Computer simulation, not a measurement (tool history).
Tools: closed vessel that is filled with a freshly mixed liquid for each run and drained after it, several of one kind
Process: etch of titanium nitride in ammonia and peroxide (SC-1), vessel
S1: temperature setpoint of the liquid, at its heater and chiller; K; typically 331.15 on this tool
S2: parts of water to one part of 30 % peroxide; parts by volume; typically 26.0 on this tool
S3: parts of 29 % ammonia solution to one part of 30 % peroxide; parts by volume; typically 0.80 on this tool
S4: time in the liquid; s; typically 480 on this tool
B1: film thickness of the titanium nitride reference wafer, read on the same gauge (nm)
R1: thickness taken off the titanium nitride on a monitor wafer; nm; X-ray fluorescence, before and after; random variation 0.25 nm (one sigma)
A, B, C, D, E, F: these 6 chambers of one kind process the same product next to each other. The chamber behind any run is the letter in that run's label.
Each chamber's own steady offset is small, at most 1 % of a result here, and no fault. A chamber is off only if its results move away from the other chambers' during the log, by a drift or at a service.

{"run": "1F", "hour": 5.9, "S1": 331.15, "S2": 26.0, "S3": 0.8, "S4": 480, "B1": 60.001, "R1": 32.598}
{"run": "2A", "hour": 19.0, "S1": 331.15, "S2": 26.0, "S3": 0.8, "S4": 480, "B1": 60.008, "R1": 32.165}
{"hour": 19.3, "done": "chamber E: new drum of ammonia solution connected"}
{"run": "3D", "hour": 32.4, "S1": 331.15, "S2": 26.0, "S3": 0.8, "S4": 480, "B1": 59.967, "R1": 32.605}
{"run": "4C", "hour": 43.1, "S1": 331.15, "S2": 26.0, "S3": 0.8, "S4": 480, "B1": 59.992, "R1": 32.617}
{"hour": 51.8, "done": "chamber F: ammonia flow meter replaced"}
{"run": "5E", "hour": 55.0, "S1": 339.15, "S2": 19.5, "S3": 0.8, "S4": 480, "B1": 60.003, "R1": 64.997}
{"hour": 56.1, "done": "chamber C: thermometer replaced"}
{"run": "6B", "hour": 62.6, "S1": 339.15, "S2": 19.5, "S3": 0.8, "S4": 480, "B1": 59.998, "R1": 63.949}
{"run": "7D", "hour": 71.0, "S1": 339.15, "S2": 19.5, "S3": 0.8, "S4": 480, "B1": 60.013, "R1": 64.223}
{"run": "8F", "hour": 79.7, "S1": 339.15, "S2": 19.5, "S3": 0.8, "S4": 480, "B1": 60.004, "R1": 64.927}
{"run": "9A", "hour": 90.9, "S1": 339.15, "S2": 19.5, "S3": 0.8, "S4": 480, "B1": 60.001, "R1": 62.545}
{"run": "10B", "hour": 102.4, "S1": 339.15, "S2": 19.5, "S3": 0.8, "S4": 480, "B1": 60.015, "R1": 65.01}
{"run": "11C", "hour": 111.8, "S1": 331.15, "S2": 26.0, "S3": 0.8, "S4": 480, "B1": 59.972, "R1": 32.6}
{"run": "12E", "hour": 120.3, "S1": 338.65, "S2": 26.0, "S3": 0.8, "S4": 480, "B1": 59.987, "R1": 52.789}
{"run": "13C", "hour": 128.8, "S1": 338.65, "S2": 26.0, "S3": 0.8, "S4": 480, "B1": 60.014, "R1": 53.157}
{"run": "14E", "hour": 139.9, "S1": 338.65, "S2": 26.0, "S3": 0.8, "S4": 480, "B1": 60.003, "R1": 53.131}
{"run": "15B", "hour": 152.9, "S1": 338.65, "S2": 26.0, "S3": 0.8, "S4": 480, "B1": 59.981, "R1": 53.448}
{"run": "16A", "hour": 162.9, "S1": 338.65, "S2": 26.0, "S3": 0.8, "S4": 480, "B1": 59.974, "R1": 50.757}
{"hour": 168.9, "done": "chamber D: ammonia flow meter replaced"}
{"run": "17F", "hour": 170.7, "S1": 338.65, "S2": 26.0, "S3": 0.8, "S4": 480, "B1": 59.983, "R1": 52.881}
{"run": "18D", "hour": 178.1, "S1": 331.15, "S2": 26.0, "S3": 0.6, "S4": 480, "B1": 59.964, "R1": 30.964}
{"run": "19E", "hour": 187.9, "S1": 331.15, "S2": 26.0, "S3": 0.6, "S4": 480, "B1": 60.022, "R1": 30.978}
{"run": "20F", "hour": 196.4, "S1": 331.15, "S2": 26.0, "S3": 0.6, "S4": 480, "B1": 59.992, "R1": 30.452}
{"run": "21C", "hour": 208.1, "S1": 331.15, "S2": 26.0, "S3": 0.6, "S4": 480, "B1": 60.022, "R1": 30.8}
{"run": "22B", "hour": 218.5, "S1": 331.15, "S2": 26.0, "S3": 0.6, "S4": 480, "B1": 59.957, "R1": 30.969}
{"run": "23A", "hour": 228.5, "S1": 331.15, "S2": 26.0, "S3": 0.6, "S4": 480, "B1": 59.984, "R1": 29.605}
{"hour": 231.2, "done": "chamber E: thermometer replaced"}
{"run": "24D", "hour": 235.3, "S1": 331.15, "S2": 26.0, "S3": 0.8, "S4": 480, "B1": 60.005, "R1": 32.552}
{"run": "25D", "hour": 244.5, "S1": 331.15, "S2": 26.0, "S3": 0.8, "S4": 480, "B1": 60.024, "R1": 32.394}
{"hour": 245.9, "done": "chamber D: thermometer replaced"}
{"hour": 248.9, "done": "chamber E: ammonia flow meter replaced"}
{"run": "26B", "hour": 254.3, "S1": 331.15, "S2": 26.0, "S3": 0.8, "S4": 480, "B1": 59.993, "R1": 32.184}
{"run": "27C", "hour": 262.3, "S1": 331.15, "S2": 26.0, "S3": 0.8, "S4": 480, "B1": 59.991, "R1": 32.43}
{"hour": 264.7, "done": "chamber D: new drum of ammonia solution connected"}
{"run": "28E", "hour": 274.1, "S1": 331.15, "S2": 26.0, "S3": 0.8, "S4": 480, "B1": 59.969, "R1": 32.214}
{"run": "29A", "hour": 280.5, "S1": 331.15, "S2": 26.0, "S3": 0.8, "S4": 480, "B1": 60.055, "R1": 31.65}
{"run": "30F", "hour": 291.0, "S1": 331.15, "S2": 26.0, "S3": 0.8, "S4": 480, "B1": 60.052, "R1": 32.88}
{"run": "31B", "hour": 302.4, "S1": 331.15, "S2": 26.0, "S3": 0.8, "S4": 480, "B1": 60.041, "R1": 32.418}
{"run": "32F", "hour": 310.7, "S1": 331.15, "S2": 26.0, "S3": 0.8, "S4": 480, "B1": 59.983, "R1": 32.634}
{"run": "33E", "hour": 320.4, "S1": 331.15, "S2": 14.0, "S3": 0.95, "S4": 480, "B1": 60.026, "R1": 46.382}
{"hour": 326.1, "done": "chamber B: thermometer replaced"}
{"run": "34A", "hour": 333.2, "S1": 331.15, "S2": 14.0, "S3": 0.95, "S4": 480, "B1": 60.005, "R1": 44.429}
{"run": "35C", "hour": 345.8, "S1": 331.15, "S2": 14.0, "S3": 0.95, "S4": 480, "B1": 60.003, "R1": 46.989}
{"run": "36D", "hour": 357.0, "S1": 331.15, "S2": 14.0, "S3": 0.95, "S4": 480, "B1": 59.964, "R1": 46.109}
{"hour": 366.3, "done": "chamber A: new drum of ammonia solution connected"}
{"run": "37F", "hour": 369.3, "S1": 331.15, "S2": 14.0, "S3": 0.95, "S4": 480, "B1": 60.003, "R1": 47.674}
{"run": "38D", "hour": 376.5, "S1": 331.15, "S2": 14.0, "S3": 0.95, "S4": 480, "B1": 60.033, "R1": 46.514}
{"run": "39B", "hour": 386.7, "S1": 331.15, "S2": 26.0, "S3": 0.8, "S4": 480, "B1": 60.012, "R1": 32.249}
{"run": "40C", "hour": 395.8, "S1": 331.15, "S2": 26.0, "S3": 0.8, "S4": 480, "B1": 60.006, "R1": 32.94}
{"run": "41A", "hour": 404.0, "S1": 331.15, "S2": 26.0, "S3": 0.8, "S4": 335, "B1": 59.991, "R1": 21.544}
{"run": "42E", "hour": 411.4, "S1": 331.15, "S2": 26.0, "S3": 0.8, "S4": 335, "B1": 60.011, "R1": 22.704}
{"run": "43E", "hour": 418.5, "S1": 331.15, "S2": 26.0, "S3": 0.8, "S4": 335, "B1": 60.021, "R1": 22.647}
{"run": "44C", "hour": 428.5, "S1": 331.15, "S2": 26.0, "S3": 0.8, "S4": 335, "B1": 60.007, "R1": 22.885}

Each of the 6 chambers runs these same settings next. Fill in every chamber's results:
{"run": "45A", "hour": 438.2, "S1": 331.15, "S2": 26.0, "S3": 0.8, "S4": 480, "R1": "?"}
{"run": "45B", "hour": 438.2, "S1": 331.15, "S2": 26.0, "S3": 0.8, "S4": 480, "R1": "?"}
{"run": "45C", "hour": 438.2, "S1": 331.15, "S2": 26.0, "S3": 0.8, "S4": 480, "R1": "?"}
{"run": "45D", "hour": 438.2, "S1": 331.15, "S2": 26.0, "S3": 0.8, "S4": 480, "R1": "?"}
{"run": "45E", "hour": 438.2, "S1": 331.15, "S2": 26.0, "S3": 0.8, "S4": 480, "R1": "?"}
{"run": "45F", "hour": 438.2, "S1": 331.15, "S2": 26.0, "S3": 0.8, "S4": 480, "R1": "?"}

run=45A R1=30.719
run=45B R1=31.746
run=45C R1=33.101
run=45D R1=32.155
run=45E R1=32.091
run=45F R1=32.579
